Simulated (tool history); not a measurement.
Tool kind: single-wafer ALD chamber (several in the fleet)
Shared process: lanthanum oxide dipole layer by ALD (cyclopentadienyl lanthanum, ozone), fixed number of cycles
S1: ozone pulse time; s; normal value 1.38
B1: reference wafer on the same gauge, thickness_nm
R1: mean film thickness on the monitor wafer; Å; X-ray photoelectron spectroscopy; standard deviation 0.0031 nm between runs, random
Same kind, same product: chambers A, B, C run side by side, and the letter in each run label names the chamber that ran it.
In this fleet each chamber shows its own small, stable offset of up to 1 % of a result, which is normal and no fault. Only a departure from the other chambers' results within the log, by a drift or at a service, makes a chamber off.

run,hour,S1,B1,R1
1C,7.1,1.38,0.63447,5.4287
2A,14.2,1.38,0.63417,5.4055
3B,19.3,1.38,0.63473,5.3958
4C,26.7,1.38,0.63319,5.3613
5B,33.5,1.38,0.63370,5.3903
6A,37.6,1.38,0.63395,5.3476
7C,41.3,1.38,0.63461,5.3118
# hour 45.1: chamber A: thermocouple changed; heater temperature recalibrated
8B,47.7,1.38,0.63331,5.3984
9A,51.4,1.38,0.63392,5.3637
10A,58.5,1.38,0.63454,5.4062
11B,62.0,1.38,0.63362,5.3726
12C,66.0,1.38,0.63314,5.2663
13A,70.9,1.61,0.63393,5.5028
14C,78.6,1.61,0.63349,5.3915
15B,83.5,1.61,0.63422,5.5659
16B,88.9,1.38,0.63437,5.3185
17A,92.8,1.38,0.63400,5.3757
18C,99.9,1.38,0.63374,5.2008
19B,104.7,1.38,0.63421,5.4048
20C,111.4,1.38,0.63358,5.2153
21A,117.4,1.89,0.63379,5.6125
22C,123.1,1.89,0.63483,5.4731
23B,129.0,1.89,0.63531,5.6237
24A,132.9,1.38,0.63400,5.3715
25C,136.6,1.38,0.63449,5.1765
26A,143.4,1.20,0.63540,5.2134
27B,150.6,1.20,0.63401,5.2749
28B,154.5,1.20,0.63325,5.1803
29C,160.7,1.55,0.63419,5.2510
30A,167.3,1.55,0.63394,5.4175
31C,174.2,1.55,0.63485,5.2244
32B,179.8,1.77,0.63445,5.6178
33A,184.5,1.77,0.63460,5.5185

All 3 chambers run these settings next. Forecast each chamber's results:
34A,190.2,1.38,,?
34B,190.2,1.38,,?
34C,190.2,1.38,,?

run,R1
34A,5.4033
34B,5.4136
34C,5.0549
